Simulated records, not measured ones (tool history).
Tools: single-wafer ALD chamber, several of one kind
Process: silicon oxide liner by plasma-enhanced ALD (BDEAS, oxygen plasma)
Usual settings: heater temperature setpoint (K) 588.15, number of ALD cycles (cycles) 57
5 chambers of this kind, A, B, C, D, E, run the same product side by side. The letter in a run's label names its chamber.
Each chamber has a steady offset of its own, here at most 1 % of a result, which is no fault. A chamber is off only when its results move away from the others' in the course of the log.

run,day,heater temperature setpoint (K),number of ALD cycles (cycles),hours since the last thermocouple change,"read-back reference wafer on the same gauge, thickness_nm",mean film thickness on the monitor wafer (Å)
1C,0.371,588.15,57,1443.8,6.1235,51.501
2A,0.817,588.15,57,2800.6,6.1207,52.076
3B,1.167,588.15,57,2224.0,6.1247,52.003
4D,1.388,588.15,57,523.6,6.1225,51.770
5E,1.683,588.15,57,2493.4,6.1240,51.395
6D,1.996,588.15,57,538.2,6.1246,51.844
7A,2.221,588.15,57,2834.3,6.1273,52.209
8C,2.471,588.15,57,1494.2,6.1285,51.542
9B,2.908,601.15,57,2265.8,6.1275,51.065
10E,3.217,601.15,57,2530.2,6.1298,50.390
11C,3.562,601.15,57,1520.4,6.1280,50.767
12D,3.942,601.15,57,584.9,6.1304,50.903
13B,4.367,601.15,57,2300.8,6.1321,51.090
14A,4.754,588.15,57,2895.1,6.1339,52.227
15E,5.096,577.15,57,2575.3,6.1330,52.284
16C,5.300,577.15,57,1562.1,6.1333,52.623
17A,5.642,577.15,57,2916.4,6.1332,53.121
18E,6.004,577.15,57,2597.1,6.1353,52.250
19B,6.454,577.15,57,2350.9,6.1369,53.011
20D,6.783,588.15,57,653.1,6.1376,51.747
21B,7.062,588.15,57,2365.5,6.1402,52.066
22C,7.462,588.15,57,1614.0,6.1418,51.723
23A,7.779,600.15,57,2967.7,6.1407,51.413
24D,8.254,600.15,57,688.4,6.1411,51.078
25E,8.596,600.15,57,2659.3,6.1424,50.713
26D,9.054,600.15,57,707.6,6.1425,51.093
27E,9.325,600.15,57,2676.8,6.1448,50.820
28B,9.729,588.15,57,2429.5,6.1481,52.248
29C,10.083,588.15,57,1676.9,6.1461,51.749
# day 10.283: chamber A: thermocouple changed; heater temperature recalibrated
30A,10.367,597.15,50,2.0,6.1477,45.204
# day 10.567: chamber E: thermocouple changed; heater temperature recalibrated
31B,10.746,597.15,50,2453.9,6.1475,45.301
32D,11.179,597.15,50,758.6,6.1510,45.071
33C,11.517,597.15,50,1711.3,6.1493,44.981
34A,11.950,597.15,50,40.0,6.1510,45.418
35E,12.358,588.15,57,43.0,6.1543,51.722
36C,12.608,588.15,57,1737.5,6.1531,51.719
37D,13.029,588.15,57,803.0,6.1548,52.027
38A,13.467,588.15,57,76.4,6.1575,52.553

Next, every chamber runs the same settings. What will each give?
39A,13.808,588.15,57,,,?
39B,13.808,588.15,57,,,?
39C,13.808,588.15,57,,,?
39D,13.808,588.15,57,,,?
39E,13.808,588.15,57,,,?

run,mean film thickness on the monitor wafer (Å)
39A,52.375
39B,52.137
39C,51.915
39D,52.070
39E,51.704
